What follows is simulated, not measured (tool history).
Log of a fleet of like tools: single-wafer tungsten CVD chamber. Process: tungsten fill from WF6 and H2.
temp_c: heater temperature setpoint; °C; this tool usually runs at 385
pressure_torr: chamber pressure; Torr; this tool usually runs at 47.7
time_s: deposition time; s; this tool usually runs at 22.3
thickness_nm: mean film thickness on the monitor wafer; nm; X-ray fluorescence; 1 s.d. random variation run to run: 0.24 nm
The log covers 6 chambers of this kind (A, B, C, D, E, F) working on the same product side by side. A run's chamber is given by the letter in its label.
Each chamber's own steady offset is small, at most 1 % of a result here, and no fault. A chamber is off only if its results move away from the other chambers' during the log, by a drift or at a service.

run	day	temp_c	pressure_torr	time_s	read-back reference wafer on the same gauge, thickness_nm	thickness_nm
1E	0.217	385	47.7	22.3	54.361	60.628
2B	0.600	385	47.7	22.3	54.424	60.379
3C	0.971	385	47.7	22.3	54.428	60.528
4F	1.204	385	47.7	22.3	54.430	59.639
5A	1.462	385	37.5	19.0	54.372	46.207
6D	1.725	385	37.5	19.0	54.431	46.056
7C	1.979	385	37.5	19.0	54.421	46.368
8D	2.304	385	37.5	19.0	54.381	46.030
9E	2.588	385	37.5	19.0	54.370	45.951
10A	2.812	385	37.5	19.0	54.322	45.979
11F	3.075	385	47.7	22.3	54.376	59.790
12B	3.346	385	47.7	22.3	54.381	60.112
13E	3.725	385	47.7	22.3	54.445	59.988
14A	3.938	385	52.5	22.3	54.375	63.097
15F	4.275	385	52.5	22.3	54.355	62.437
16C	4.583	385	52.5	22.3	54.422	63.336
17D	4.812	385	52.5	22.3	54.412	62.913
18B	5.012	385	52.5	22.3	54.391	62.903
19B	5.417	385	52.5	22.3	54.374	62.824
20C	5.617	385	47.7	22.3	54.378	60.418
21E	5.879	385	47.7	22.3	54.449	60.997
22F	6.254	385	47.7	22.3	54.404	59.359
23D	6.696	385	55.0	22.3	54.375	64.992
24A	6.933	385	55.0	22.3	54.418	64.255
25D	7.221	385	55.0	22.3	54.458	65.103
26E	7.638	385	55.0	22.3	54.359	64.702
27F	7.838	385	55.0	22.3	54.426	63.362
28A	8.238	385	55.0	22.3	54.390	64.395
29B	8.479	385	44.1	19.0	54.423	49.777
30C	8.812	385	44.1	19.0	54.433	50.098
31C	9.096	385	44.1	19.0	54.459	49.741
32F	9.350	385	44.1	19.0	54.472	48.931
33E	9.662	385	44.1	19.0	54.388	49.756
34B	9.954	385	44.1	19.0	54.431	49.253
# day 10.379: chamber B: capacitance manometer re-zeroed and calibrated
35A	10.379	385	47.7	22.3	54.382	59.890
36D	10.717	385	47.7	22.3	54.451	63.321
37B	11.129	385	47.7	22.3	54.421	60.203
38E	11.362	385	47.7	22.3	54.401	60.580
39C	11.742	385	47.7	22.3	54.410	60.108
40F	12.004	385	47.7	22.3	54.376	59.190
41D	12.233	385	47.7	22.3	54.406	63.623
42A	12.562	385	47.7	22.3	54.387	60.328

The same settings go to every chamber for the next run, one line per chamber below. Forecast the results for each:
43A	12.883	385	47.7	22.3		?
43B	12.883	385	47.7	22.3		?
43C	12.883	385	47.7	22.3		?
43D	12.883	385	47.7	22.3		?
43E	12.883	385	47.7	22.3		?
43F	12.883	385	47.7	22.3		?

run	thickness_nm
43A	60.054
43B	60.603
43C	60.710
43D	64.161
43E	60.792
43F	59.740

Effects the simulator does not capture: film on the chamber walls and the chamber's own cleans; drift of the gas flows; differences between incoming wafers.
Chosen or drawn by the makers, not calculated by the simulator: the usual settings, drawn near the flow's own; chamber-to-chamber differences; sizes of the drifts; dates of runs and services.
